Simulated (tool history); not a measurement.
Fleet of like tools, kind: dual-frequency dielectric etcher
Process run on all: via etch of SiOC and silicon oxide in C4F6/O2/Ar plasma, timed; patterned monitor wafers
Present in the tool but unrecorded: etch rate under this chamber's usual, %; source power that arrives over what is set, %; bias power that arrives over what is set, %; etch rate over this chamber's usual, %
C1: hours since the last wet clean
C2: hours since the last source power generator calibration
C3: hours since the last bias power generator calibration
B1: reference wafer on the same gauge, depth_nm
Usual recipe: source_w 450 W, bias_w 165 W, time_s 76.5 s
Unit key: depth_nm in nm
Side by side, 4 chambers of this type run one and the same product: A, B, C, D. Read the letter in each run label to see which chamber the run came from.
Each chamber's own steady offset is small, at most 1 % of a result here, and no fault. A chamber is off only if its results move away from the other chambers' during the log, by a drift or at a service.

Run 1B, hour 6.4: usual settings; C1 8.1; C2 551.8; C3 700.2; B1 101.18. Result: depth_nm 86.867 nm.
Run 2C, hour 14.2: usual settings; C1 369.8; C2 4244.4; C3 244.9; B1 101.31. Result: depth_nm 86.887 nm.
Run 3D, hour 20.6: usual settings; C1 36.3; C2 555.0; C3 798.1; B1 101.27. Result: depth_nm 86.810 nm.
At hour 21.1: chamber A: wet clean of the chamber.
Run 4A, hour 28.4: usual settings; C1 7.3; C2 2454.7; C3 488.0; B1 101.42. Result: depth_nm 87.292 nm.
Run 5C, hour 37.7: usual settings; C1 393.3; C2 4267.9; C3 268.4; B1 101.12. Result: depth_nm 87.273 nm.
Run 6B, hour 44.6: usual settings; C1 46.3; C2 590.0; C3 738.4; B1 101.22. Result: depth_nm 87.995 nm.
At hour 48.1: chamber C: source power generator calibrated.
Run 7D, hour 52.7: usual settings but time_s 96.5 s; C1 68.4; C2 587.1; C3 830.2; B1 101.43. Result: depth_nm 108.660 nm.
Run 8A, hour 63.2: usual settings but time_s 96.5 s; C1 42.1; C2 2489.5; C3 522.8; B1 101.47. Result: depth_nm 109.760 nm.
Run 9B, hour 70.5: usual settings but time_s 96.5 s; C1 72.2; C2 615.9; C3 764.3; B1 101.30. Result: depth_nm 109.650 nm.
Run 10A, hour 77.6: usual settings but time_s 96.5 s; C1 56.5; C2 2503.9; C3 537.2; B1 101.22. Result: depth_nm 110.450 nm.
At hour 86.1: chamber C: wet clean of the chamber.
Run 11D, hour 88.6: usual settings; C1 104.3; C2 623.0; C3 866.1; B1 101.38. Result: depth_nm 88.002 nm.
Run 12C, hour 100.2: usual settings; C1 14.1; C2 52.2; C3 330.9; B1 101.47. Result: depth_nm 86.992 nm.
Run 13C, hour 110.6: usual settings; C1 24.5; C2 62.6; C3 341.3; B1 101.40. Result: depth_nm 87.652 nm.
Run 14A, hour 117.3: usual settings; C1 96.2; C2 2543.6; C3 576.9; B1 101.39. Result: depth_nm 87.832 nm.
Run 15D, hour 129.0: usual settings; C1 144.7; C2 663.4; C3 906.5; B1 101.27. Result: depth_nm 86.968 nm.
Run 16B, hour 139.4: usual settings; C1 141.1; C2 684.8; C3 833.2; B1 101.37. Result: depth_nm 88.411 nm.
Run 17A, hour 146.4: usual settings; C1 125.3; C2 2572.7; C3 606.0; B1 101.30. Result: depth_nm 87.508 nm.
Run 18D, hour 154.8: usual settings; C1 170.5; C2 689.2; C3 932.3; B1 101.32. Result: depth_nm 87.956 nm.
Run 19B, hour 160.9: usual settings but source_w 550 W, time_s 60.0 s; C1 162.6; C2 706.3; C3 854.7; B1 101.42. Result: depth_nm 73.919 nm.
Run 20C, hour 166.6: usual settings but source_w 550 W, time_s 60.0 s; C1 80.5; C2 118.6; C3 397.3; B1 101.33. Result: depth_nm 74.447 nm.
Run 21A, hour 172.7: usual settings but source_w 550 W, time_s 60.0 s; C1 151.6; C2 2599.0; C3 632.3; B1 101.32. Result: depth_nm 73.567 nm.
Run 22D, hour 179.4: usual settings but source_w 550 W, time_s 60.0 s; C1 195.1; C2 713.8; C3 956.9; B1 101.23. Result: depth_nm 74.065 nm.
Run 23B, hour 186.6: usual settings; C1 188.3; C2 732.0; C3 880.4; B1 101.34. Result: depth_nm 87.816 nm.
Run 24C, hour 197.4: usual settings; C1 111.3; C2 149.4; C3 428.1; B1 101.39. Result: depth_nm 87.577 nm.
Run 25B, hour 208.0: usual settings; C1 209.7; C2 753.4; C3 901.8; B1 101.17. Result: depth_nm 86.428 nm.
Run 26A, hour 215.0: usual settings; C1 193.9; C2 2641.3; C3 674.6; B1 101.26. Result: depth_nm 87.925 nm.
Run 27C, hour 225.1: usual settings; C1 139.0; C2 177.1; C3 455.8; B1 101.29. Result: depth_nm 87.634 nm.
Run 28D, hour 233.9: usual settings; C1 249.6; C2 768.3; C3 1011.4; B1 101.59. Result: depth_nm 87.744 nm.
Run 29A, hour 242.7: usual settings but source_w 360 W, time_s 95.5 s; C1 221.6; C2 2669.0; C3 702.3; B1 101.36. Result: depth_nm 101.080 nm.
Run 30C, hour 248.7: usual settings but source_w 360 W, time_s 95.5 s; C1 162.6; C2 200.7; C3 479.4; B1 101.33. Result: depth_nm 99.926 nm.
Run 31D, hour 258.3: usual settings but source_w 360 W, time_s 95.5 s; C1 274.0; C2 792.7; C3 1035.8; B1 101.29. Result: depth_nm 98.752 nm.
Run 32B, hour 266.3: usual settings but source_w 360 W, time_s 95.5 s; C1 268.0; C2 811.7; C3 960.1; B1 101.30. Result: depth_nm 100.590 nm.
Run 33B, hour 276.9: usual settings; C1 278.6; C2 822.3; C3 970.7; B1 101.31. Result: depth_nm 87.067 nm.
Run 34A, hour 285.0: usual settings; C1 263.9; C2 2711.3; C3 744.6; B1 101.49. Result: depth_nm 86.845 nm.
Run 35D, hour 292.6: usual settings; C1 308.3; C2 827.0; C3 1070.1; B1 101.30. Result: depth_nm 87.550 nm.
Run 36C, hour 301.4: usual settings; C1 215.3; C2 253.4; C3 532.1; B1 101.09. Result: depth_nm 87.491 nm.
Run 37A, hour 306.8: usual settings; C1 285.7; C2 2733.1; C3 766.4; B1 101.42. Result: depth_nm 86.309 nm.
Run 38D, hour 317.0: usual settings; C1 332.7; C2 851.4; C3 1094.5; B1 101.28. Result: depth_nm 87.473 nm.
Run 39C, hour 327.9: usual settings; C1 241.8; C2 279.9; C3 558.6; B1 101.42. Result: depth_nm 87.586 nm.
Run 40B, hour 337.9: usual settings; C1 339.6; C2 883.3; C3 1031.7; B1 101.31. Result: depth_nm 86.945 nm.

Decide between three cases: one chamber stands off from its peers, the gauge reading all wafers drifts, or nothing is wrong past each chamber's small offset. Where a chamber is off, say which and what most likely put it there.

No chamber stands off beyond its own small offset, and the gauge holds steady.

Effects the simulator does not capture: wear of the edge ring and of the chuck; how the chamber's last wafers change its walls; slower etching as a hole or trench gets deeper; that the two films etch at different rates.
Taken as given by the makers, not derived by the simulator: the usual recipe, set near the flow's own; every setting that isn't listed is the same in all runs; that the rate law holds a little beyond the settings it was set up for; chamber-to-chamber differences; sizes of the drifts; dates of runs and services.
